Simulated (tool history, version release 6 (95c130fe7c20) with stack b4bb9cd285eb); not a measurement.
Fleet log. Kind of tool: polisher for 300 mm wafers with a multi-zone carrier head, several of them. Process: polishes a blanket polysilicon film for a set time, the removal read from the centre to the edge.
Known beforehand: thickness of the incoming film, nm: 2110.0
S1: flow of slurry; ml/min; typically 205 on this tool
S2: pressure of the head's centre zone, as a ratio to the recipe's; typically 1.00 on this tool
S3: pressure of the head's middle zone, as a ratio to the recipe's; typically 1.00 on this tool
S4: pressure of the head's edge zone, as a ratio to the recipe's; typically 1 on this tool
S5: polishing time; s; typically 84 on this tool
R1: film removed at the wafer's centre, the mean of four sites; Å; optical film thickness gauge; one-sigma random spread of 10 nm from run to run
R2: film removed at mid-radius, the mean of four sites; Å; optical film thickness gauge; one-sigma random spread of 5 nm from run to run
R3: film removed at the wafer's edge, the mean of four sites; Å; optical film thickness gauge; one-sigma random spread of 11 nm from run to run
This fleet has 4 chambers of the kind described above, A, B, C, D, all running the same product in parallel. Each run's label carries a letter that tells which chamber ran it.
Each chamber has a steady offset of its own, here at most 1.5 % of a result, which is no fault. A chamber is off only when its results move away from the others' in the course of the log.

run     day   S1    S2    S3  S4  S5      R1      R2      R3
      0.025  -- chamber C: centre zone pressure recalibrated
      0.250  -- chamber C: worn pad replaced by a new one
 1C   0.608  205  1.00  1.00   1  84  8286.3  8237.8  8132.8
      0.629  -- chamber A: worn pad replaced by a new one
 2B   0.975  205  1.00  1.00   1  84  8276.0  8338.7  8275.5
      1.083  -- chamber C: edge zone pressure recalibrated
 3A   1.317  205  1.00  1.00   1  84  8192.9  8107.7  8302.2
 4D   1.646  205  1.00  1.00   1  84  8489.3  8263.7  8326.4
      1.917  -- chamber B: edge zone pressure recalibrated
      2.112  -- chamber C: slurry nozzle cleaned
 5B   2.117  205  1.00  1.00   1  84  8303.7  8300.3  8290.2
 6C   2.654  240  1.00  1.00   1  84  8385.3  8351.1  8424.0
 7A   3.162  240  1.00  1.00   1  84  8361.1  8211.4  8405.0
      3.388  -- chamber D: worn pad replaced by a new one
 8D   3.546  240  1.00  1.00   1  84  8393.0  8348.8  8295.4
      3.738  -- chamber B: worn pad replaced by a new one
 9C   3.883  240  1.00  1.00   1  84  8574.4  8407.9  8507.6
      4.188  -- chamber B: slurry nozzle cleaned
10D   4.342  205  1.11  1.00   1  84  9233.7  8230.5  8497.9
      4.346  -- chamber D: centre zone pressure recalibrated
11B   4.733  205  1.11  1.00   1  84  9225.3  8323.2  8240.3
      4.808  -- chamber A: slurry nozzle cleaned
      5.071  -- chamber C: worn pad replaced by a new one
      5.108  -- chamber A: edge zone pressure recalibrated
12A   5.388  205  1.11  1.00   1  84  9147.8  7996.6  8272.4
13A   5.900  205  1.11  1.00   1  84  9055.4  8082.7  8136.7
14C   6.292  205  1.00  1.00   1  84  8282.2  8276.0  8042.8
15B   6.675  150  1.00  0.91   1  84  7713.7  7264.1  7941.9
      7.083  -- chamber A: worn pad replaced by a new one
16D   7.342  150  1.00  0.91   1  84  7821.9  7210.4  8068.4
      7.525  -- chamber B: centre zone pressure recalibrated
17C   7.958  150  1.00  0.91   1  84  7888.0  7181.6  8029.8
18B   8.250  150  1.00  0.91   1  84  8724.3  7263.6  7828.5
      8.508  -- chamber B: worn pad replaced by a new one
19D   8.638  205  1.00  1.00   1  84  8312.6  8181.1  8440.3
20A   9.238  205  1.00  1.00   1  84  8430.3  8132.9  8404.1
      9.404  -- chamber D: edge zone pressure recalibrated
21D   9.858  205  1.00  1.00   1  84  8224.9  8191.3  8326.4
      9.925  -- chamber A: centre zone pressure recalibrated
22A  10.362  250  1.00  1.00   1  84  8601.8  8372.8  8276.7
23C  10.658  250  1.00  1.00   1  84  8572.7  8559.1  8459.8
24B  10.958  250  1.00  1.00   1  84  9431.1  8603.5  8324.3
     10.979  -- chamber C: worn pad replaced by a new one
     11.108  -- chamber D: worn pad replaced by a new one
25C  11.450  250  1.00  1.00   1  84  8402.9  8457.2  8407.2
26D  11.758  205  1.00  1.00   1  84  8171.2  8168.2  8236.7
27A  12.088  205  1.00  1.00   1  84  8236.1  8161.3  8201.9
28B  12.483  205  1.00  1.00   1  84  9122.1  8243.6  8248.3
     13.038  -- chamber C: edge zone pressure recalibrated
29D  13.125  205  1.00  1.00   1  84  8145.2  8230.0  8369.2
     13.288  -- chamber B: worn pad replaced by a new one
30A  13.488  205  1.00  1.00   1  60  5844.2  5748.1  5810.7
31C  13.908  205  1.00  1.00   1  60  5837.1  5887.1  5764.8
32B  14.379  205  1.00  1.00   1  60  6573.0  6008.1  5948.3
33C  15.038  205  1.00  1.00   1  60  5796.3  5871.5  5802.6
     15.058  -- chamber A: worn pad replaced by a new one
34B  15.408  205  1.00  1.00   1  84  9140.4  8374.2  8217.0
     15.738  -- chamber D: centre zone pressure recalibrated
35A  16.033  205  1.00  1.00   1  84  8385.2  8195.9  8163.5
36D  16.396  205  1.00  1.00   1  84  8354.9  8195.6  8264.8

Read the log: is a single chamber off, either drifting away or since a service, is the gauge that measures every chamber drifting, or is nothing wrong beyond small per-chamber offsets? Name any odd chamber and what most likely caused it.

A service left chamber B off against the others.
Cause: centre zone's pressure above its setpoint, % = 10.

Here are 4 candidates for chamber B's next run, each the usual settings with a change, their results left as question marks. Which one brings its results back in line with what the others give on the usual settings?
In line here means within this much of the mean the other chambers give on the usual settings: R1 360.0 Å; R2 170.0 Å; R3 370.0 Å
37B-1  16.875  200  0.92  1.00  1.04  83   ?   ?   ?
37B-2  16.875  205  0.98  1.00  1.01  84   ?   ?   ?
37B-3  16.875  210  1.08  1.00  0.96  85   ?   ?   ?
37B-4  16.875  205  1.02  1.00  0.99  84   ?   ?   ?

Other chambers, usual settings, mean: R1 8220.3 Å; R2 8184.8 Å; R3 8230.1 Å
  run       R1      R2      R3
37B-1   8259.1  8210.4  8347.7
37B-2   8984.5  8336.3  8342.0
37B-3  10129.0  8459.7  8244.6
37B-4   9379.5  8334.5  8256.1
37B-1 brings the chamber back in line.
